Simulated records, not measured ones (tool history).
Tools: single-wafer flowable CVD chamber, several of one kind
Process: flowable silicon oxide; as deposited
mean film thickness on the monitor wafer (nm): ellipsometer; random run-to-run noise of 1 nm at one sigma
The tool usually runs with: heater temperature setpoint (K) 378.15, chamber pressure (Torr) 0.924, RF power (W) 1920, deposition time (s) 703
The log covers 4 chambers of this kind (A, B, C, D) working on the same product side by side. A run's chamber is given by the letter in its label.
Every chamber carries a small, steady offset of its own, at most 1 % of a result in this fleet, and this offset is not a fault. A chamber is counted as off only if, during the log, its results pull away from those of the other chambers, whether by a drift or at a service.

run	hour	heater temperature setpoint (K)	chamber pressure (Torr)	RF power (W)	deposition time (s)	read-back reference wafer on the same gauge, thickness_nm	mean film thickness on the monitor wafer (nm)
1B	11.2	378.15	0.924	1920	703	477.14	433.54
2C	23.1	378.15	0.924	1920	703	477.33	428.91
3A	32.9	378.15	0.924	1920	703	477.17	430.37
4D	42.8	378.15	0.924	1920	703	476.92	431.98
5C	52.2	378.15	0.924	1920	703	477.04	427.58
6A	60.8	378.15	0.924	1635	703	477.02	412.23
7B	72.1	378.15	0.924	1635	703	477.07	415.22
8D	82.2	378.15	0.924	1635	703	476.98	414.86
# hour 88.3: chamber A: thermocouple changed; heater temperature recalibrated
9D	90.2	378.15	0.924	1635	703	477.00	414.99
10C	95.9	391.15	0.924	1920	637	476.94	256.50
11B	108.7	391.15	0.924	1920	637	477.12	259.28
12A	119.3	391.15	0.924	1920	637	476.95	257.81
13D	131.1	391.15	0.924	1920	637	477.10	259.71
# hour 139.3: chamber D: capacitance manometer re-zeroed and calibrated
14A	141.1	378.15	0.924	1920	703	476.98	430.98
15B	153.1	378.15	0.924	1920	703	476.95	431.00
16C	162.0	378.15	0.924	1920	703	476.97	431.68
17D	171.9	378.15	0.782	1920	703	477.04	349.70
18A	183.2	378.15	0.782	1920	703	476.92	346.09
19B	196.1	378.15	0.782	1920	703	476.99	350.63
20C	207.8	378.15	0.782	1920	703	477.05	351.30
21B	213.5	378.15	0.924	1920	703	476.77	433.33
22A	225.1	378.15	0.924	1920	703	477.22	428.24
23D	233.9	385.15	1.038	1920	703	477.12	396.53
24C	243.6	385.15	1.038	1920	703	477.31	397.69
25A	251.5	385.15	1.038	1920	703	476.94	393.21
# hour 260.1: chamber C: capacitance manometer re-zeroed and calibrated
26D	260.8	385.15	1.038	1920	703	477.19	396.70
27B	272.6	378.15	0.924	1920	703	477.04	432.18
28C	283.3	378.15	0.924	1920	703	476.93	433.75
29D	294.0	378.15	0.924	1920	703	476.80	430.45
30A	306.4	378.15	0.924	1920	703	477.12	429.69
31B	313.0	378.15	0.924	1920	703	476.84	432.84
32C	324.3	378.15	0.924	1920	703	477.00	434.41
33B	330.8	378.15	0.924	1920	703	477.12	431.71

What goes on in this fleet: one chamber off, a drifting gauge, or nothing beyond the chambers' own small offsets? Name the chamber and the cause, if any.

Little by little, chamber C moves away from the other chambers.
Most likely cause: wafer temperature below the value expected at the setpoint (K) = 0.531.

Chamber C could run next with any of the 4 candidate recipes listed below; each alters the usual settings, and their results appear as question marks. Which one brings its results back in line with what the other chambers deliver on the usual settings?
In line means no further than this from the other chambers' mean on the usual settings: mean film thickness on the monitor wafer (nm) 3.50
34C-1	340.1	378.15	0.943	1925	703		?
34C-2	340.1	378.15	0.928	1920	705		?
34C-3	340.1	378.15	0.924	1920	685		?
34C-4	340.1	378.15	0.920	1920	701		?

On the usual settings, the other chambers give on average: mean film thickness on the monitor wafer (nm) 431.17
run	mean film thickness on the monitor wafer (nm)
34C-1	446.45
34C-2	438.86
34C-3	424.19
34C-4	431.83
34C-4 puts the chamber back in line with the other chambers.
